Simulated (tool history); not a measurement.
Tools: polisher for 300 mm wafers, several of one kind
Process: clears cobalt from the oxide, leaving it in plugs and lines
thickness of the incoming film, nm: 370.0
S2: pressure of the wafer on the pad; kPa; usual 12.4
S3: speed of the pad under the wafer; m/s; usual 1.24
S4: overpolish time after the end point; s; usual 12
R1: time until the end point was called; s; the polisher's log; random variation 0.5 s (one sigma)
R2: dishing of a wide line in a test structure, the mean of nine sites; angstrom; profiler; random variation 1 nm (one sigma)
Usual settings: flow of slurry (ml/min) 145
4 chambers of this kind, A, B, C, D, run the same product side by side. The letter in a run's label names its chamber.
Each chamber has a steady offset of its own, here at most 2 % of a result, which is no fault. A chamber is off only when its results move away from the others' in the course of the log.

At hour 1.1: chamber C: worn pad replaced by a new one.
At hour 6.4: chamber A: worn pad replaced by a new one.
Run 1A, hour 9.7: usual settings. Result: R1 58.373 s, R2 419.71 angstrom.
At hour 11.1: chamber D: worn pad replaced by a new one.
Run 2D, hour 17: usual settings. Result: R1 57.218 s, R2 414.1 angstrom.
Run 3C, hour 21.9: usual settings. Result: R1 57.499 s, R2 418.98 angstrom.
Run 4B, hour 32.2: usual settings. Result: R1 57.862 s, R2 419.88 angstrom.
At hour 33.4: chamber B: slurry nozzle cleaned.
Run 5B, hour 40: usual settings. Result: R1 57.852 s, R2 415.96 angstrom.
At hour 43: chamber B: head pressure recalibrated.
Run 6C, hour 47.9: usual settings but S3 0.88 m/s, S4 16 s. Result: R1 80.459 s, R2 381.25 angstrom.
Run 7A, hour 55.8: usual settings but S3 0.88 m/s, S4 16 s. Result: R1 81.794 s, R2 408.63 angstrom.
At hour 56.2: chamber C: worn pad replaced by a new one.
Run 8D, hour 65.5: usual settings but S3 0.88 m/s, S4 16 s. Result: R1 79.832 s, R2 391.23 angstrom.
At hour 68.5: chamber D: worn pad replaced by a new one.
Run 9A, hour 74.6: usual settings but S3 0.88 m/s, S4 16 s. Result: R1 83.427 s, R2 406.55 angstrom.
At hour 75.3: chamber D: slurry nozzle cleaned.
Run 10D, hour 81.3: usual settings. Result: R1 56.015 s, R2 388.07 angstrom.
At hour 84: chamber A: worn pad replaced by a new one.
Run 11C, hour 91: usual settings but S4 5 s. Result: R1 57.467 s, R2 242.14 angstrom.
Run 12B, hour 101.7: usual settings but S4 5 s. Result: R1 58.795 s, R2 247.66 angstrom.
Run 13B, hour 111.6: usual settings but S4 5 s. Result: R1 59.969 s, R2 245.28 angstrom.
At hour 122.1: chamber C: worn pad replaced by a new one.
Run 14D, hour 122.2: usual settings but S4 5 s. Result: R1 56.413 s, R2 245.72 angstrom.
At hour 124.8: chamber D: worn pad replaced by a new one.
Run 15C, hour 127.5: usual settings but flow of slurry (ml/min) 110. Result: R1 61.339 s, R2 398.4 angstrom.
Run 16A, hour 138.4: usual settings but flow of slurry (ml/min) 110. Result: R1 62.12 s, R2 412.61 angstrom.
Run 17C, hour 146.1: usual settings but flow of slurry (ml/min) 110. Result: R1 60.856 s, R2 399.48 angstrom.
Run 18B, hour 151.5: usual settings but flow of slurry (ml/min) 110. Result: R1 64.77 s, R2 381.87 angstrom.
At hour 154.7: chamber A: worn pad replaced by a new one.
Run 19D, hour 162.1: usual settings. Result: R1 56.946 s, R2 407.26 angstrom.
Run 20A, hour 170.9: usual settings. Result: R1 58.206 s, R2 424.64 angstrom.
Run 21C, hour 178: usual settings. Result: R1 57.81 s, R2 411.15 angstrom.
At hour 179.3: chamber D: worn pad replaced by a new one.
At hour 181.3: chamber C: worn pad replaced by a new one.
Run 22A, hour 186.8: usual settings. Result: R1 58.548 s, R2 405.88 angstrom.
Run 23B, hour 192: usual settings. Result: R1 60.876 s, R2 394.96 angstrom.
Run 24D, hour 202.5: usual settings. Result: R1 56.629 s, R2 417.31 angstrom.
Run 25D, hour 210.1: usual settings but S2 15.2 kPa, S3 1.4 m/s. Result: R1 41.216 s, R2 465.85 angstrom.
Run 26A, hour 215.3: usual settings but S2 15.2 kPa, S3 1.4 m/s. Result: R1 43.207 s, R2 452.61 angstrom.
Run 27B, hour 226.5: usual settings but S2 15.2 kPa, S3 1.4 m/s. Result: R1 45.275 s, R2 454.26 angstrom.
At hour 229.1: chamber D: head pressure recalibrated.
Run 28C, hour 232.2: usual settings but S2 15.2 kPa, S3 1.4 m/s. Result: R1 42.064 s, R2 458.72 angstrom.
At hour 233.5: chamber A: slurry nozzle cleaned.
At hour 235.9: chamber D: worn pad replaced by a new one.
At hour 240.3: chamber A: worn pad replaced by a new one.
Run 29C, hour 242.7: usual settings. Result: R1 58.673 s, R2 415.78 angstrom.
Run 30A, hour 250.2: usual settings. Result: R1 57.903 s, R2 423.85 angstrom.
Run 31D, hour 261.4: usual settings but S2 14.5 kPa, S3 0.82 m/s. Result: R1 73.268 s, R2 358.63 angstrom.
Run 32B, hour 268.8: usual settings but S2 14.5 kPa, S3 0.82 m/s. Result: R1 81.027 s, R2 348.03 angstrom.
Run 33B, hour 276: usual settings but S2 14.5 kPa, S3 0.82 m/s. Result: R1 80.464 s, R2 344.8 angstrom.

Next, every chamber runs the same settings. What will each give?
Run 34A, hour 284.1: usual settings. Result: R1 ?, R2 ?.
Run 34B, hour 284.1: usual settings. Result: R1 ?, R2 ?.
Run 34C, hour 284.1: usual settings. Result: R1 ?, R2 ?.
Run 34D, hour 284.1: usual settings. Result: R1 ?, R2 ?.

run      R1      R2
34A  58.454  403.74
34B  63.168  394.64
34C   56.73  421.75
34D   57.26  404.88
